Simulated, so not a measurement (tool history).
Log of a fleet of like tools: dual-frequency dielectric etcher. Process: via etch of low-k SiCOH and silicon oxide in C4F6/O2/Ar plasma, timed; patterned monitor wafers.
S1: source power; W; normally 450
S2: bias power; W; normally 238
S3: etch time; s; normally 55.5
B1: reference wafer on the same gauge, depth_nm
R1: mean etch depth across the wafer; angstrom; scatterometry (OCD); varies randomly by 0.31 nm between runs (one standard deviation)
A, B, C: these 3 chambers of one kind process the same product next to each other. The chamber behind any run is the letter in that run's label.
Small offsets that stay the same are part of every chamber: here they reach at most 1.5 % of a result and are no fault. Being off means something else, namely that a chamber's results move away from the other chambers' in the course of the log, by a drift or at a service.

run,hour,S1,S2,S3,B1,R1
1B,3.6,450,238,55.5,148.98,1783.9
2C,6,450,238,55.5,149.05,1787.2
3A,9.1,450,238,55.5,148.93,1759.7
4C,13.6,450,238,55.5,148.89,1786.3
5B,16.8,450,238,55.5,148.89,1783.9
6A,19.5,450,238,55.5,148.79,1752.5
# hour 22: chamber B: bias power generator calibrated
7C,23.2,450,238,55.5,148.8,1789.4
8A,26,450,238,55.5,148.74,1756
9B,28.9,450,238,55.5,148.74,1788.2
10C,33,450,238,55.5,148.65,1779.8
11B,37,450,238,55.5,148.62,1777.3
12A,39.5,450,238,55.5,148.64,1754.4
13C,44.2,450,238,55.5,148.6,1782.4
14A,48.9,450,238,55.5,148.53,1758.1
15B,51.7,450,238,55.5,148.48,1778.2
16A,54.5,450,238,55.5,148.48,1754.9
17C,58.4,450,238,55.5,148.49,1778.8
18B,63.2,450,238,55.5,148.48,1779.2
19C,65.7,450,238,55.5,148.41,1781
20A,69.2,450,238,55.5,148.4,1755.4
21B,73.9,450,186,63.5,148.24,1879.5
22A,78.3,450,186,63.5,148.3,1846.8
23C,82.3,450,186,63.5,148.27,1885.1
24B,86.8,450,238,55.5,148.22,1776.9
25C,90.2,450,238,55.5,148.13,1775.2
26B,95,450,238,55.5,148.11,1777.6
27A,98.7,450,238,55.5,148.12,1749.1
28A,101.9,450,295,45,148.08,1524
29C,105.2,450,295,45,148.02,1546.8
# hour 106.4: chamber B: wet clean of the chamber
30B,107.5,450,295,45,147.99,1543.2
31B,111.3,450,238,55.5,147.94,1772

Which is it: a chamber that has drifted or been left off by a service, a gauge drift common to all chambers, or only each chamber's usual small offset? If a chamber is off, name it and its likeliest cause.

The shared gauge is drifting. All chambers look as if they move in step, but none is off.
Cause: gauge reads low (%) = 0.715.
